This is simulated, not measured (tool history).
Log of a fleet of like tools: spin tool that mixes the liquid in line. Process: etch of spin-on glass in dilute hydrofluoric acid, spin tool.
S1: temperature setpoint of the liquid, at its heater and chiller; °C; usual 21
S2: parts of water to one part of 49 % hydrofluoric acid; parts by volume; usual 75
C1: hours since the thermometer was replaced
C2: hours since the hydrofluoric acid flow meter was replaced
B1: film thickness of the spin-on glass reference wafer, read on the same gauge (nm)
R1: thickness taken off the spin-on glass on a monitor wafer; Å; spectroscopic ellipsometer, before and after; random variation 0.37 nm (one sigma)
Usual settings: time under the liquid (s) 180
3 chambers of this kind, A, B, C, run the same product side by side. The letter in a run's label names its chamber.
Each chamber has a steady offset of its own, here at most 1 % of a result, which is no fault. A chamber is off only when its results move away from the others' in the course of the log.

Run 1B, hour 12.3: usual settings; C1 2547.1; C2 756.9; B1 30.004. Result: R1 459.87 Å.
Run 2C, hour 25.1: usual settings; C1 1964.9; C2 583.6; B1 30.013. Result: R1 461.63 Å.
Run 3A, hour 35.7: usual settings; C1 1243.8; C2 1540; B1 30.027. Result: R1 452.51 Å.
Run 4A, hour 50.3: usual settings; C1 1258.4; C2 1554.6; B1 29.981. Result: R1 457.82 Å.
Run 5B, hour 61.3: usual settings; C1 2596.1; C2 805.9; B1 30.026. Result: R1 454.98 Å.
Run 6C, hour 76.6: usual settings; C1 2016.4; C2 635.1; B1 30.004. Result: R1 458.29 Å.
Run 7B, hour 84.9: usual settings; C1 2619.7; C2 829.5; B1 30.009. Result: R1 455.67 Å.
Run 8A, hour 98.7: usual settings; C1 1306.8; C2 1603; B1 30.028. Result: R1 456.28 Å.
Run 9C, hour 113: usual settings; C1 2052.8; C2 671.5; B1 30.01. Result: R1 457.59 Å.
Run 10C, hour 123.8: usual settings; C1 2063.6; C2 682.3; B1 30.021. Result: R1 454.02 Å.
Run 11B, hour 139.5: usual settings but S1 24 °C; C1 2674.3; C2 884.1; B1 29.978. Result: R1 509.97 Å.
Run 12A, hour 147.1: usual settings but S1 24 °C; C1 1355.2; C2 1651.4; B1 30.006. Result: R1 505.54 Å.
Run 13B, hour 163: usual settings but S1 24 °C; C1 2697.8; C2 907.6; B1 29.985. Result: R1 511.41 Å.
At hour 163.2: chamber B: hydrofluoric acid flow meter replaced.
Run 14A, hour 174.9: usual settings; C1 1383; C2 1679.2; B1 30.02. Result: R1 442 Å.
Run 15C, hour 189.3: usual settings but S2 100 parts by volume, time under the liquid (s) 120; C1 2129.1; C2 747.8; B1 30.042. Result: R1 225.16 Å.
Run 16A, hour 198.2: usual settings but S2 100 parts by volume, time under the liquid (s) 120; C1 1406.3; C2 1702.5; B1 29.985. Result: R1 214.95 Å.
Run 17B, hour 209.6: usual settings but S2 100 parts by volume, time under the liquid (s) 120; C1 2744.4; C2 46.5; B1 29.972. Result: R1 219.27 Å.
Run 18C, hour 218.2: usual settings; C1 2158; C2 776.7; B1 29.973. Result: R1 456.83 Å.
Run 19C, hour 227.1: usual settings; C1 2166.9; C2 785.6; B1 29.995. Result: R1 467.5 Å.
Run 20A, hour 235.8: usual settings but S1 17 °C; C1 1443.9; C2 1740.1; B1 30.007. Result: R1 374.25 Å.
Run 21B, hour 248.6: usual settings but S1 17 °C; C1 2783.4; C2 85.5; B1 29.993. Result: R1 378.89 Å.
Run 22A, hour 259.9: usual settings but S1 17 °C; C1 1468; C2 1764.2; B1 29.997. Result: R1 371.04 Å.
Run 23B, hour 270.7: usual settings but S2 60 parts by volume, time under the liquid (s) 225; C1 2805.5; C2 107.6; B1 29.99. Result: R1 730.62 Å.
Run 24C, hour 277.8: usual settings but S2 60 parts by volume, time under the liquid (s) 225; C1 2217.6; C2 836.3; B1 29.991. Result: R1 732.21 Å.
Run 25C, hour 288.2: usual settings but S2 60 parts by volume, time under the liquid (s) 225; C1 2228; C2 846.7; B1 30.011. Result: R1 726.76 Å.
Run 26B, hour 296.5: usual settings; C1 2831.3; C2 133.4; B1 29.991. Result: R1 454.06 Å.
Run 27A, hour 311.4: usual settings; C1 1519.5; C2 1815.7; B1 29.989. Result: R1 433.29 Å.
Run 28A, hour 319.1: usual settings; C1 1527.2; C2 1823.4; B1 30.021. Result: R1 433 Å.
Run 29B, hour 327.7: usual settings; C1 2862.5; C2 164.6; B1 29.987. Result: R1 450.01 Å.

Next, every chamber runs the same settings. What will each give?
Run 30A, hour 339.2: usual settings but time under the liquid (s) 225. Result: R1 ?.
Run 30B, hour 339.2: usual settings but time under the liquid (s) 225. Result: R1 ?.
Run 30C, hour 339.2: usual settings but time under the liquid (s) 225. Result: R1 ?.

run      R1
30A  544.62
30B  567.63
30C  571.12
